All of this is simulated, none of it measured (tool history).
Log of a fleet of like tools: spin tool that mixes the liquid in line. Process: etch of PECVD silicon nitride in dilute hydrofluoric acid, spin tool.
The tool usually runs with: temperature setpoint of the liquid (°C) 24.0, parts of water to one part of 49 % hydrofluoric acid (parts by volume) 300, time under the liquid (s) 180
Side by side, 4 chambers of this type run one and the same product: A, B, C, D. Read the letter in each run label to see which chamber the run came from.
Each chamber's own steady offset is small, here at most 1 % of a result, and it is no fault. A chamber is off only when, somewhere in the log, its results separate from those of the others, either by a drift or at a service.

run   hour  temperature setpoint of the liquid (°C)  parts of water to one part of 49 % hydrofluoric acid (parts by volume)  time under the liquid (s)  hours since the thermometer was replaced  hours since the hydrofluoric acid flow meter was replaced  read-back film thickness of the PECVD silicon nitride reference wafer, read on the same gauge (nm)  thickness taken off the PECVD silicon nitride on a monitor wafer (Å)
       8.9  -- chamber A: hydrofluoric acid flow meter replaced
 1C   12.8                                     24.0                                                                     300                        180                                     533.6                                                      124.5                                                                                              109.96                                                                20.391
 2B   21.5                                     24.0                                                                     300                        180                                     756.2                                                      286.5                                                                                              110.03                                                                20.358
 3A   33.8                                     24.0                                                                     300                        180                                     632.7                                                       24.9                                                                                              109.98                                                                20.034
 4D   48.6                                     24.0                                                                     300                        180                                     168.4                                                      813.7                                                                                              110.01                                                                19.876
 5B   58.5                                     21.0                                                                     300                        110                                     793.2                                                      323.5                                                                                              109.97                                                                10.411
 6D   73.1                                     21.0                                                                     300                        110                                     192.9                                                      838.2                                                                                              110.00                                                                10.195
 7A   80.0                                     21.0                                                                     300                        110                                     678.9                                                       71.1                                                                                              109.95                                                                10.433
 8C   88.5                                     21.0                                                                     300                        110                                     609.3                                                      200.2                                                                                              110.00                                                                10.476
 9A   99.1                                     24.0                                                                     300                        180                                     698.0                                                       90.2                                                                                              109.96                                                                20.320
10C  106.0                                     24.0                                                                     300                        180                                     626.8                                                      217.7                                                                                              109.99                                                                20.689
11B  113.0                                     24.0                                                                     300                        180                                     847.7                                                      378.0                                                                                              109.97                                                                20.499
12D  120.4                                     24.0                                                                     420                        180                                     240.2                                                      885.5                                                                                              110.02                                                                14.248
13D  135.3                                     24.0                                                                     420                        180                                     255.1                                                      900.4                                                                                              110.01                                                                14.123
14B  143.0                                     24.0                                                                     420                        180                                     877.7                                                      408.0                                                                                              109.99                                                                15.043
15C  158.6                                     24.0                                                                     420                        180                                     679.4                                                      270.3                                                                                              110.04                                                                14.644
16A  172.4                                     24.0                                                                     300                        180                                     771.3                                                      163.5                                                                                              109.97                                                                20.097
17D  186.1                                     24.0                                                                     300                        180                                     305.9                                                      951.2                                                                                              109.98                                                                19.991
18B  196.7                                     24.0                                                                     300                        180                                     931.4                                                      461.7                                                                                              109.96                                                                20.325
19C  204.9                                     24.0                                                                     300                        180                                     725.7                                                      316.6                                                                                              110.03                                                                20.874
20A  218.2                                     24.0                                                                     300                        180                                     817.1                                                      209.3                                                                                              110.01                                                                19.801
21A  231.8                                     24.0                                                                     300                        180                                     830.7                                                      222.9                                                                                              109.96                                                                19.604
22B  241.9                                     24.0                                                                     300                        180                                     976.6                                                      506.9                                                                                              110.02                                                                20.295
23C  253.3                                     24.0                                                                     300                        180                                     774.1                                                      365.0                                                                                              109.97                                                                21.625
24D  262.1                                     21.5                                                                     370                        180                                     381.9                                                     1027.2                                                                                              109.99                                                                14.057
25A  272.1                                     21.5                                                                     370                        180                                     871.0                                                      263.2                                                                                              109.97                                                                14.443
26C  282.0                                     21.5                                                                     370                        180                                     802.8                                                      393.7                                                                                              110.01                                                                15.065
27B  290.4                                     21.5                                                                     370                        180                                    1025.1                                                      555.4                                                                                              109.99                                                                14.094
28D  299.0                                     24.0                                                                     300                        180                                     418.8                                                     1064.1                                                                                              110.00                                                                20.759
29A  308.9                                     24.0                                                                     300                        180                                     907.8                                                      300.0                                                                                              109.99                                                                20.197
30B  319.6                                     24.0                                                                     300                        180                                    1054.3                                                      584.6                                                                                              110.01                                                                20.062
31C  334.1                                     24.0                                                                     300                        180                                     854.9                                                      445.8                                                                                              110.02                                                                22.693
32D  344.0                                     24.0                                                                     300                        180                                     463.8                                                     1109.1                                                                                              109.97                                                                20.311
33A  355.9                                     24.0                                                                     300                        180                                     954.8                                                      347.0                                                                                              110.01                                                                20.297
     368.4  -- chamber B: thermometer replaced
34D  368.6                                     24.0                                                                     300                        180                                     488.4                                                     1133.7                                                                                              110.03                                                                19.939
35B  384.2                                     24.0                                                                     300                        180                                      15.9                                                      649.2                                                                                              110.01                                                                20.616

For the next run the whole fleet of 4 chambers uses the same settings. Give each chamber's results:
36A  395.5                                     24.0                                                                     405                        180                                                                                                                                                                                                                                                                              ?
36B  395.5                                     24.0                                                                     405                        180                                                                                                                                                                                                                                                                              ?
36C  395.5                                     24.0                                                                     405                        180                                                                                                                                                                                                                                                                              ?
36D  395.5                                     24.0                                                                     405                        180                                                                                                                                                                                                                                                                              ?

run  thickness taken off the PECVD silicon nitride on a monitor wafer (Å)
36A                                                                15.218
36B                                                                15.007
36C                                                                17.267
36D                                                                15.090
